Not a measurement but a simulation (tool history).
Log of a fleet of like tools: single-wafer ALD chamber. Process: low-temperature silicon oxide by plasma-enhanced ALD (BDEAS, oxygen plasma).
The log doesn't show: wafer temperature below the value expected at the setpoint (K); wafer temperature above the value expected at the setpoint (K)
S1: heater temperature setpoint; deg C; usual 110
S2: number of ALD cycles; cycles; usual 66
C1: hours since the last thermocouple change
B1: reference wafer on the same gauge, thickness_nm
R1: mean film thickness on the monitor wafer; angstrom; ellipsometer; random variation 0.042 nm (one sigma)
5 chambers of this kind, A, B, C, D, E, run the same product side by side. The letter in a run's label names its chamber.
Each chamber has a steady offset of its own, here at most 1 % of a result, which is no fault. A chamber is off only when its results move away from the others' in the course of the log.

run 1C day=0.217 | S1=110 S2=66 | C1=321.2 | B1=10.983 | R1=93.105
run 2E day=0.558 | S1=110 S2=66 | C1=191.1 | B1=10.988 | R1=92.780
run 3D day=0.754 | S1=110 S2=66 | C1=1447.9 | B1=10.987 | R1=92.579
run 4B day=1.067 | S1=110 S2=66 | C1=426.3 | B1=10.975 | R1=92.987
run 5A day=1.258 | S1=110 S2=66 | C1=2626.9 | B1=10.979 | R1=92.971
run 6A day=1.496 | S1=110 S2=54 | C1=2632.6 | B1=10.960 | R1=76.299
run 7B day=1.729 | S1=110 S2=54 | C1=442.2 | B1=10.981 | R1=76.196
run 8E day=2.100 | S1=110 S2=54 | C1=228.1 | B1=10.978 | R1=75.517
run 9C day=2.267 | S1=110 S2=54 | C1=370.4 | B1=10.991 | R1=76.444
run 10D day=2.604 | S1=110 S2=54 | C1=1492.3 | B1=10.995 | R1=75.125
run 11A day=2.967 | S1=110 S2=54 | C1=2667.9 | B1=10.974 | R1=75.631
run 12D day=3.242 | S1=110 S2=54 | C1=1507.6 | B1=10.978 | R1=75.021
run 13E day=3.483 | S1=110 S2=54 | C1=261.3 | B1=10.983 | R1=75.211
run 14B day=3.833 | S1=110 S2=54 | C1=492.7 | B1=10.971 | R1=76.085
run 15C day=4.062 | S1=110 S2=54 | C1=413.5 | B1=10.977 | R1=75.996
run 16C day=4.412 | S1=121 S2=66 | C1=421.9 | B1=10.978 | R1=91.675
run 17D day=4.708 | S1=121 S2=66 | C1=1542.8 | B1=10.987 | R1=90.704
run 18A day=4.950 | S1=121 S2=66 | C1=2715.5 | B1=10.977 | R1=90.855
run 19B day=5.233 | S1=121 S2=66 | C1=526.3 | B1=10.971 | R1=90.585
run 20E day=5.483 | S1=121 S2=66 | C1=309.3 | B1=10.992 | R1=90.671
run 21C day=5.671 | S1=110 S2=66 | C1=452.1 | B1=10.992 | R1=91.971
run 22D day=5.862 | S1=110 S2=66 | C1=1570.5 | B1=10.976 | R1=92.755
-- day=5.871 chamber A: thermocouple changed; heater temperature recalibrated
run 23A day=6.154 | S1=110 S2=66 | C1=6.9 | B1=10.995 | R1=92.685
run 24E day=6.442 | S1=110 S2=66 | C1=332.3 | B1=10.976 | R1=92.025
run 25B day=6.704 | S1=110 S2=66 | C1=561.6 | B1=10.968 | R1=93.181
run 26B day=6.979 | S1=118 S2=66 | C1=568.2 | B1=10.977 | R1=92.021
run 27C day=7.212 | S1=118 S2=66 | C1=489.1 | B1=10.977 | R1=91.935
run 28D day=7.483 | S1=118 S2=66 | C1=1609.4 | B1=10.985 | R1=91.267
run 29A day=7.712 | S1=118 S2=66 | C1=44.3 | B1=10.971 | R1=91.846
run 30E day=8.012 | S1=118 S2=66 | C1=370.0 | B1=10.990 | R1=91.152
run 31C day=8.296 | S1=110 S2=66 | C1=515.1 | B1=10.970 | R1=92.900
run 32E day=8.604 | S1=110 S2=66 | C1=384.2 | B1=10.965 | R1=92.799
run 33A day=8.796 | S1=110 S2=66 | C1=70.3 | B1=10.985 | R1=92.061

What goes on in this fleet: one chamber off, a drifting gauge, or nothing beyond the chambers' own small offsets? Name the chamber and the cause, if any.

No chamber stands off beyond its own small offset, and the gauge holds steady.
